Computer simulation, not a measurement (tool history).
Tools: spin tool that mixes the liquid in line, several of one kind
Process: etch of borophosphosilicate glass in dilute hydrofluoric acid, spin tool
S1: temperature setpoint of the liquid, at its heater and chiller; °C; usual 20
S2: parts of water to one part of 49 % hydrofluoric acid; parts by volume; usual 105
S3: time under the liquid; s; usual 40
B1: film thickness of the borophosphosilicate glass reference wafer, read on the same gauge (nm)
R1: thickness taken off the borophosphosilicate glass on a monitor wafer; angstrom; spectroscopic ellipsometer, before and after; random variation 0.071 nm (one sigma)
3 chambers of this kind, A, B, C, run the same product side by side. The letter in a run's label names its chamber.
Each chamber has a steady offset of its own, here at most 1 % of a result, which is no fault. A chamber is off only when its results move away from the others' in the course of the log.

run   hour  S1   S2  S3      B1      R1
 1B   13.4  20  105  40  60.007  116.26
 2C   27.8  20  105  40  59.997   115.8
 3A   34.6  20  105  40  59.991  117.55
 4C   46.4  20  105  40  59.985  115.88
      50.2  -- chamber B: thermometer replaced
 5A   59.2  20  105  40  60.024  115.65
 6B     70  20  105  40  60.027  116.34
 7A   80.7  20  105  40  59.984  116.16
 8C   87.9  23  105  40  59.994  131.65
      93.1  -- chamber C: hydrofluoric acid flow meter replaced
 9B   97.9  23  105  40  59.999  132.76
10A  109.4  23  105  40  60.023  129.84
11C  116.2  20  105  40  60.005   116.7
12B  127.5  20  105  40  60.001  116.01
13B  136.6  20  105  40  59.991  116.24
14C  144.2  20  105  40  60.011  115.88
15A  153.9  20  105  40  60.007  115.69
16B  167.2  20  105  40  59.978  116.27
17A  178.4  20  105  40      60  115.31
18C  188.5  20  105  40  59.979  115.51
19A  194.8  20  105  40  59.999  115.21
20C  209.1  20  105  40  60.002  117.03

Is one chamber off against the others, does the gauge drift, or is nothing wrong? If a chamber is off, say which, and what the likeliest cause is.

No chamber stands off beyond its own small offset, and the gauge holds steady.
